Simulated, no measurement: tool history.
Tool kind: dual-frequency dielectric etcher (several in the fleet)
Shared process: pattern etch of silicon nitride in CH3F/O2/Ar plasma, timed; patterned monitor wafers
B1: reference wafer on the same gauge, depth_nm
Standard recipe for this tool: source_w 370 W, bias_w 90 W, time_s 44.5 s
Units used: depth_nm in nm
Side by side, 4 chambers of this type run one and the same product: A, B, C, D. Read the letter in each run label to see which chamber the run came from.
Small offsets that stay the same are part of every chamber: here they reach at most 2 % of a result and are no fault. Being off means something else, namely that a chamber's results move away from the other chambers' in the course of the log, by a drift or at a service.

run 1C hour=7.5 | source_w=370 bias_w=90 time_s=44.5 | B1=32.701 | depth_nm=32.151
run 2D hour=18.5 | source_w=370 bias_w=90 time_s=44.5 | B1=32.705 | depth_nm=32.621
run 3B hour=27.5 | source_w=370 bias_w=90 time_s=44.5 | B1=32.699 | depth_nm=32.714
run 4A hour=38.5 | source_w=370 bias_w=90 time_s=44.5 | B1=32.714 | depth_nm=32.907
run 5A hour=48.5 | source_w=370 bias_w=90 time_s=44.5 | B1=32.724 | depth_nm=32.898
run 6C hour=56.4 | source_w=370 bias_w=90 time_s=44.5 | B1=32.733 | depth_nm=32.191
run 7B hour=63.3 | source_w=370 bias_w=90 time_s=44.5 | B1=32.726 | depth_nm=32.76
run 8D hour=74.7 | source_w=300 bias_w=70 time_s=44.5 | B1=32.736 | depth_nm=27.662
run 9B hour=81.8 | source_w=300 bias_w=70 time_s=44.5 | B1=32.754 | depth_nm=27.678
-- hour=83.6 chamber B: source power generator calibrated
run 10D hour=93.6 | source_w=300 bias_w=70 time_s=44.5 | B1=32.733 | depth_nm=27.693
run 11A hour=102.1 | source_w=300 bias_w=70 time_s=44.5 | B1=32.753 | depth_nm=27.646
run 12C hour=111.3 | source_w=370 bias_w=90 time_s=44.5 | B1=32.752 | depth_nm=32.228
run 13D hour=124.5 | source_w=370 bias_w=90 time_s=44.5 | B1=32.771 | depth_nm=32.721
run 14A hour=138 | source_w=370 bias_w=90 time_s=44.5 | B1=32.768 | depth_nm=32.94
run 15B hour=150.4 | source_w=370 bias_w=90 time_s=44.5 | B1=32.762 | depth_nm=32.753
run 16C hour=163.1 | source_w=370 bias_w=90 time_s=44.5 | B1=32.775 | depth_nm=32.234
run 17B hour=172.6 | source_w=370 bias_w=90 time_s=44.5 | B1=32.775 | depth_nm=32.66
run 18D hour=183.7 | source_w=420 bias_w=90 time_s=38.5 | B1=32.784 | depth_nm=29.663
run 19C hour=197.1 | source_w=420 bias_w=90 time_s=38.5 | B1=32.785 | depth_nm=29.255
-- hour=198.4 chamber B: wet clean of the chamber
run 20A hour=210.1 | source_w=420 bias_w=90 time_s=38.5 | B1=32.799 | depth_nm=29.792
-- hour=212.5 chamber D: wet clean of the chamber
run 21C hour=224.2 | source_w=420 bias_w=90 time_s=38.5 | B1=32.799 | depth_nm=29.314
run 22B hour=238.3 | source_w=370 bias_w=90 time_s=44.5 | B1=32.806 | depth_nm=32.766
run 23D hour=251.6 | source_w=370 bias_w=90 time_s=44.5 | B1=32.814 | depth_nm=32.713
run 24A hour=261.4 | source_w=370 bias_w=90 time_s=44.5 | B1=32.83 | depth_nm=33.016
run 25B hour=272.1 | source_w=370 bias_w=90 time_s=44.5 | B1=32.842 | depth_nm=32.85
run 26D hour=278.4 | source_w=440 bias_w=90 time_s=56 | B1=32.835 | depth_nm=43.964
run 27C hour=286.4 | source_w=440 bias_w=90 time_s=56 | B1=32.84 | depth_nm=43.278
-- hour=289.2 chamber C: wet clean of the chamber
run 28A hour=296.9 | source_w=440 bias_w=90 time_s=56 | B1=32.832 | depth_nm=44.312
-- hour=297.2 chamber A: wet clean of the chamber
run 29C hour=308 | source_w=440 bias_w=90 time_s=56 | B1=32.849 | depth_nm=43.262
run 30B hour=317.3 | source_w=370 bias_w=90 time_s=44.5 | B1=32.849 | depth_nm=32.784
run 31A hour=323.7 | source_w=370 bias_w=97 time_s=39.5 | B1=32.857 | depth_nm=30.141
run 32D hour=330.1 | source_w=370 bias_w=97 time_s=39.5 | B1=32.842 | depth_nm=29.976
run 33A hour=342.2 | source_w=370 bias_w=97 time_s=39.5 | B1=32.857 | depth_nm=30.161
run 34D hour=355.4 | source_w=370 bias_w=97 time_s=39.5 | B1=32.858 | depth_nm=29.892
run 35B hour=367.7 | source_w=320 bias_w=90 time_s=40 | B1=32.864 | depth_nm=27.982
run 36C hour=377.9 | source_w=320 bias_w=90 time_s=40 | B1=32.887 | depth_nm=27.573
-- hour=382.5 chamber D: bias power generator calibrated
run 37D hour=389.9 | source_w=320 bias_w=90 time_s=40 | B1=32.879 | depth_nm=27.888
run 38A hour=399.4 | source_w=320 bias_w=90 time_s=40 | B1=32.888 | depth_nm=28.144
run 39B hour=413.6 | source_w=370 bias_w=90 time_s=44.5 | B1=32.901 | depth_nm=32.828
run 40C hour=421.9 | source_w=370 bias_w=90 time_s=44.5 | B1=32.903 | depth_nm=32.416
run 41B hour=432.1 | source_w=370 bias_w=90 time_s=44.5 | B1=32.891 | depth_nm=32.851
run 42D hour=439.5 | source_w=370 bias_w=90 time_s=44.5 | B1=32.893 | depth_nm=32.774

Each of the 4 chambers runs these same settings next. Fill in every chamber's results:
run 43A hour=449.9 | source_w=370 bias_w=90 time_s=44.5 | depth_nm=?
run 43B hour=449.9 | source_w=370 bias_w=90 time_s=44.5 | depth_nm=?
run 43C hour=449.9 | source_w=370 bias_w=90 time_s=44.5 | depth_nm=?
run 43D hour=449.9 | source_w=370 bias_w=90 time_s=44.5 | depth_nm=?

run=43A depth_nm=33.148
run=43B depth_nm=32.884
run=43C depth_nm=32.341
run=43D depth_nm=32.863

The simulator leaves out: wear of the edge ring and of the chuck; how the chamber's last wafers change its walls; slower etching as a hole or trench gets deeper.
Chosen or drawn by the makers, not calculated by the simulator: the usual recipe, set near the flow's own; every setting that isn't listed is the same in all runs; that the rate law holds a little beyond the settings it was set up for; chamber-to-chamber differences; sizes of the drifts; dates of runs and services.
